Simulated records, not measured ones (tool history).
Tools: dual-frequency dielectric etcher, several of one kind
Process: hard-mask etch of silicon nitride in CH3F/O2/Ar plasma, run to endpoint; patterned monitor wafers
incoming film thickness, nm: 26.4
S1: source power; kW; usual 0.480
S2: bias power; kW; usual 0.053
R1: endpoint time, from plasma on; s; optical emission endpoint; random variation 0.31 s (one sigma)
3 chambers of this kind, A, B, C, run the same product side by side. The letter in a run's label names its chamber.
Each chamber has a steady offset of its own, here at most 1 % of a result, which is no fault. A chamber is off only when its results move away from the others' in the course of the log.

{"hour": 1.2, "done": "chamber C: wet clean of the chamber"}
{"run": "1C", "hour": 1.9, "S1": 0.48, "S2": 0.053, "R1": 39.488}
{"run": "2B", "hour": 5.1, "S1": 0.48, "S2": 0.053, "R1": 39.638}
{"run": "3A", "hour": 8.1, "S1": 0.48, "S2": 0.053, "R1": 39.769}
{"run": "4C", "hour": 10.5, "S1": 0.48, "S2": 0.053, "R1": 39.407}
{"run": "5B", "hour": 13.2, "S1": 0.48, "S2": 0.053, "R1": 39.974}
{"run": "6A", "hour": 15.0, "S1": 0.48, "S2": 0.053, "R1": 39.663}
{"run": "7A", "hour": 18.0, "S1": 0.48, "S2": 0.053, "R1": 39.539}
{"run": "8C", "hour": 21.1, "S1": 0.48, "S2": 0.053, "R1": 39.233}
{"run": "9B", "hour": 24.2, "S1": 0.48, "S2": 0.053, "R1": 39.895}
{"run": "10A", "hour": 26.1, "S1": 0.55, "S2": 0.053, "R1": 37.088}
{"run": "11B", "hour": 29.0, "S1": 0.55, "S2": 0.053, "R1": 37.996}
{"run": "12C", "hour": 32.6, "S1": 0.55, "S2": 0.053, "R1": 36.732}
{"run": "13B", "hour": 35.6, "S1": 0.36, "S2": 0.045, "R1": 47.324}
{"run": "14C", "hour": 39.7, "S1": 0.36, "S2": 0.045, "R1": 45.995}
{"run": "15A", "hour": 42.2, "S1": 0.36, "S2": 0.045, "R1": 46.479}
{"run": "16C", "hour": 44.1, "S1": 0.48, "S2": 0.053, "R1": 39.21}
{"run": "17B", "hour": 46.7, "S1": 0.48, "S2": 0.053, "R1": 39.509}
{"run": "18A", "hour": 49.4, "S1": 0.48, "S2": 0.053, "R1": 39.598}
{"run": "19C", "hour": 52.8, "S1": 0.48, "S2": 0.053, "R1": 38.824}
{"run": "20B", "hour": 55.3, "S1": 0.48, "S2": 0.053, "R1": 39.713}
{"run": "21A", "hour": 58.1, "S1": 0.48, "S2": 0.053, "R1": 39.253}
{"hour": 58.3, "done": "chamber B: wet clean of the chamber"}
{"run": "22B", "hour": 61.4, "S1": 0.48, "S2": 0.053, "R1": 39.753}
{"run": "23C", "hour": 65.0, "S1": 0.48, "S2": 0.053, "R1": 38.91}
{"run": "24A", "hour": 67.2, "S1": 0.43, "S2": 0.065, "R1": 38.249}
{"run": "25C", "hour": 70.2, "S1": 0.43, "S2": 0.065, "R1": 37.925}
{"run": "26A", "hour": 73.0, "S1": 0.43, "S2": 0.065, "R1": 39.338}
{"run": "27B", "hour": 75.2, "S1": 0.48, "S2": 0.053, "R1": 39.0}
{"run": "28B", "hour": 78.5, "S1": 0.48, "S2": 0.053, "R1": 39.924}

All 3 chambers run these settings next. Forecast each chamber's results:
{"run": "29A", "hour": 81.5, "S1": 0.48, "S2": 0.065, "R1": "?"}
{"run": "29B", "hour": 81.5, "S1": 0.48, "S2": 0.065, "R1": "?"}
{"run": "29C", "hour": 81.5, "S1": 0.48, "S2": 0.065, "R1": "?"}

run=29A R1=36.726
run=29B R1=37.279
run=29C R1=37.106
